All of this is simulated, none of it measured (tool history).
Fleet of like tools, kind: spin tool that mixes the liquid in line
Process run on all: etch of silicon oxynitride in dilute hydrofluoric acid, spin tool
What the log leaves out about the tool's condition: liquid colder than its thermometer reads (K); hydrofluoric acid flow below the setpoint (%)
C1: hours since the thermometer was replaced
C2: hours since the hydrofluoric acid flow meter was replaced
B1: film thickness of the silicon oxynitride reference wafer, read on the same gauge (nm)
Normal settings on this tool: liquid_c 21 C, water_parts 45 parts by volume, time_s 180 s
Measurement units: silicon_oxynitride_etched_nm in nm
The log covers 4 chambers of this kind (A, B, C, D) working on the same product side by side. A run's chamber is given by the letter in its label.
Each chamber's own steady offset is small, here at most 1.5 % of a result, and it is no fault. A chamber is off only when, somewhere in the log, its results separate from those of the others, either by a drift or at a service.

run 1C hour=2.2 | liquid_c=21 water_parts=45 time_s=180 | C1=2003.9 C2=313.6 | B1=120 | silicon_oxynitride_etched_nm=10.516
run 2D hour=4.8 | liquid_c=21 water_parts=45 time_s=180 | C1=1174.3 C2=1522.7 | B1=120 | silicon_oxynitride_etched_nm=10.39
run 3B hour=8 | liquid_c=21 water_parts=45 time_s=180 | C1=302.3 C2=10.6 | B1=120.02 | silicon_oxynitride_etched_nm=10.61
-- hour=9.3 chamber D: hydrofluoric acid flow meter replaced
run 4A hour=11.3 | liquid_c=21 water_parts=45 time_s=180 | C1=1243.3 C2=517.3 | B1=120.01 | silicon_oxynitride_etched_nm=10.635
run 5C hour=15.1 | liquid_c=21 water_parts=45 time_s=180 | C1=2016.8 C2=326.5 | B1=119.95 | silicon_oxynitride_etched_nm=10.659
run 6A hour=18 | liquid_c=21 water_parts=45 time_s=180 | C1=1250 C2=524 | B1=119.99 | silicon_oxynitride_etched_nm=10.666
run 7B hour=20.1 | liquid_c=19 water_parts=45 time_s=180 | C1=314.4 C2=22.7 | B1=119.99 | silicon_oxynitride_etched_nm=9.4382
-- hour=20.7 chamber A: hydrofluoric acid flow meter replaced
run 8D hour=24.2 | liquid_c=19 water_parts=45 time_s=180 | C1=1193.7 C2=15 | B1=120 | silicon_oxynitride_etched_nm=9.4977
run 9D hour=28.5 | liquid_c=19 water_parts=45 time_s=180 | C1=1198 C2=19.3 | B1=120.01 | silicon_oxynitride_etched_nm=9.5442
run 10C hour=32.4 | liquid_c=19 water_parts=45 time_s=180 | C1=2034.1 C2=343.8 | B1=119.99 | silicon_oxynitride_etched_nm=9.6404
run 11B hour=36.5 | liquid_c=21 water_parts=45 time_s=180 | C1=330.8 C2=39.1 | B1=120.01 | silicon_oxynitride_etched_nm=10.398
run 12A hour=41 | liquid_c=21 water_parts=45 time_s=180 | C1=1273 C2=20.3 | B1=120 | silicon_oxynitride_etched_nm=10.639
run 13C hour=43.8 | liquid_c=21 water_parts=45 time_s=180 | C1=2045.5 C2=355.2 | B1=119.97 | silicon_oxynitride_etched_nm=10.532
run 14D hour=46.5 | liquid_c=21 water_parts=45 time_s=180 | C1=1216 C2=37.3 | B1=119.99 | silicon_oxynitride_etched_nm=10.574
run 15B hour=49.4 | liquid_c=21 water_parts=55 time_s=180 | C1=343.7 C2=52 | B1=120.01 | silicon_oxynitride_etched_nm=8.4301
run 16A hour=51.8 | liquid_c=21 water_parts=55 time_s=180 | C1=1283.8 C2=31.1 | B1=119.98 | silicon_oxynitride_etched_nm=8.6587
run 17A hour=54.3 | liquid_c=21 water_parts=55 time_s=180 | C1=1286.3 C2=33.6 | B1=120 | silicon_oxynitride_etched_nm=8.7421
run 18D hour=58 | liquid_c=21 water_parts=55 time_s=180 | C1=1227.5 C2=48.8 | B1=120.01 | silicon_oxynitride_etched_nm=8.5112
run 19B hour=60 | liquid_c=21 water_parts=45 time_s=180 | C1=354.3 C2=62.6 | B1=119.97 | silicon_oxynitride_etched_nm=10.189
run 20C hour=63.2 | liquid_c=21 water_parts=45 time_s=180 | C1=2064.9 C2=374.6 | B1=120 | silicon_oxynitride_etched_nm=10.469
run 21D hour=67.3 | liquid_c=23 water_parts=45 time_s=180 | C1=1236.8 C2=58.1 | B1=119.99 | silicon_oxynitride_etched_nm=11.518
run 22A hour=70.1 | liquid_c=23 water_parts=45 time_s=180 | C1=1302.1 C2=49.4 | B1=119.99 | silicon_oxynitride_etched_nm=11.756
run 23C hour=72.6 | liquid_c=23 water_parts=45 time_s=180 | C1=2074.3 C2=384 | B1=120 | silicon_oxynitride_etched_nm=11.659
run 24B hour=77 | liquid_c=23 water_parts=45 time_s=180 | C1=371.3 C2=79.6 | B1=119.99 | silicon_oxynitride_etched_nm=11.052
run 25A hour=81.1 | liquid_c=21 water_parts=45 time_s=180 | C1=1313.1 C2=60.4 | B1=119.99 | silicon_oxynitride_etched_nm=10.613
run 26B hour=85.4 | liquid_c=21 water_parts=45 time_s=180 | C1=379.7 C2=88 | B1=120.01 | silicon_oxynitride_etched_nm=9.9728
run 27D hour=89.1 | liquid_c=21 water_parts=45 time_s=180 | C1=1258.6 C2=79.9 | B1=119.98 | silicon_oxynitride_etched_nm=10.527
run 28C hour=91.6 | liquid_c=21 water_parts=45 time_s=180 | C1=2093.3 C2=403 | B1=120.01 | silicon_oxynitride_etched_nm=10.594
run 29C hour=95.9 | liquid_c=21 water_parts=45 time_s=180 | C1=2097.6 C2=407.3 | B1=119.96 | silicon_oxynitride_etched_nm=10.568
run 30A hour=98 | liquid_c=21 water_parts=45 time_s=180 | C1=1330 C2=77.3 | B1=120 | silicon_oxynitride_etched_nm=10.652
run 31B hour=100.8 | liquid_c=21 water_parts=45 time_s=180 | C1=395.1 C2=103.4 | B1=120.01 | silicon_oxynitride_etched_nm=9.9281
run 32D hour=103.3 | liquid_c=21 water_parts=45 time_s=180 | C1=1272.8 C2=94.1 | B1=120.02 | silicon_oxynitride_etched_nm=10.499
run 33D hour=106.7 | liquid_c=21 water_parts=45 time_s=180 | C1=1276.2 C2=97.5 | B1=120 | silicon_oxynitride_etched_nm=10.439
run 34A hour=110.4 | liquid_c=21 water_parts=45 time_s=180 | C1=1342.4 C2=89.7 | B1=119.98 | silicon_oxynitride_etched_nm=10.597
run 35B hour=113.8 | liquid_c=21 water_parts=45 time_s=180 | C1=408.1 C2=116.4 | B1=119.98 | silicon_oxynitride_etched_nm=9.8897
run 36C hour=117.7 | liquid_c=21 water_parts=45 time_s=180 | C1=2119.4 C2=429.1 | B1=119.99 | silicon_oxynitride_etched_nm=10.55
run 37C hour=120.6 | liquid_c=21 water_parts=45 time_s=120 | C1=2122.3 C2=432 | B1=120.03 | silicon_oxynitride_etched_nm=7.1445
run 38D hour=123.9 | liquid_c=21 water_parts=45 time_s=120 | C1=1293.4 C2=114.7 | B1=120 | silicon_oxynitride_etched_nm=7.0144
run 39B hour=127.6 | liquid_c=21 water_parts=45 time_s=120 | C1=421.9 C2=130.2 | B1=119.98 | silicon_oxynitride_etched_nm=6.5495
run 40A hour=130.2 | liquid_c=21 water_parts=45 time_s=120 | C1=1362.2 C2=109.5 | B1=120 | silicon_oxynitride_etched_nm=7.0259
run 41D hour=133.3 | liquid_c=21 water_parts=45 time_s=180 | C1=1302.8 C2=124.1 | B1=120 | silicon_oxynitride_etched_nm=10.59
run 42A hour=137.7 | liquid_c=21 water_parts=45 time_s=180 | C1=1369.7 C2=117 | B1=120.01 | silicon_oxynitride_etched_nm=10.593
run 43B hour=142.2 | liquid_c=21 water_parts=45 time_s=180 | C1=436.5 C2=144.8 | B1=119.99 | silicon_oxynitride_etched_nm=9.6468
run 44C hour=146.5 | liquid_c=21 water_parts=45 time_s=180 | C1=2148.2 C2=457.9 | B1=119.99 | silicon_oxynitride_etched_nm=10.575

Is one chamber off against the others, does the gauge drift, or is nothing wrong? If a chamber is off, say which, and what the likeliest cause is.

One chamber, B, drifts off from the rest bit by bit.
Most likely cause: liquid colder than its thermometer reads (K) = 1.96.
It could be hard to tell apart here from: hydrofluoric acid flow below the setpoint (%).

Chamber B could run next with any of the 4 candidate recipes listed below; each alters the usual settings, and their results appear as question marks. Which one brings its results back in line with what the other chambers deliver on the usual settings?
In line here means within this much of the mean the other chambers give on the usual settings: silicon_oxynitride_etched_nm 0.27 nm
run 45B-1 hour=149.8 | liquid_c=21.5 water_parts=45 time_s=215 | silicon_oxynitride_etched_nm=?
run 45B-2 hour=149.8 | liquid_c=21 water_parts=55 time_s=180 | silicon_oxynitride_etched_nm=?
run 45B-3 hour=149.8 | liquid_c=21.5 water_parts=45 time_s=195 | silicon_oxynitride_etched_nm=?
run 45B-4 hour=149.8 | liquid_c=21 water_parts=45 time_s=165 | silicon_oxynitride_etched_nm=?

Mean of the other chambers on the usual settings: silicon_oxynitride_etched_nm 10.58 nm
run=45B-1 silicon_oxynitride_etched_nm=11.78
run=45B-2 silicon_oxynitride_etched_nm=7.8404
run=45B-3 silicon_oxynitride_etched_nm=10.684
run=45B-4 silicon_oxynitride_etched_nm=8.8184
The answer is 45B-3, which returns the chamber to within the allowed miss of the others.

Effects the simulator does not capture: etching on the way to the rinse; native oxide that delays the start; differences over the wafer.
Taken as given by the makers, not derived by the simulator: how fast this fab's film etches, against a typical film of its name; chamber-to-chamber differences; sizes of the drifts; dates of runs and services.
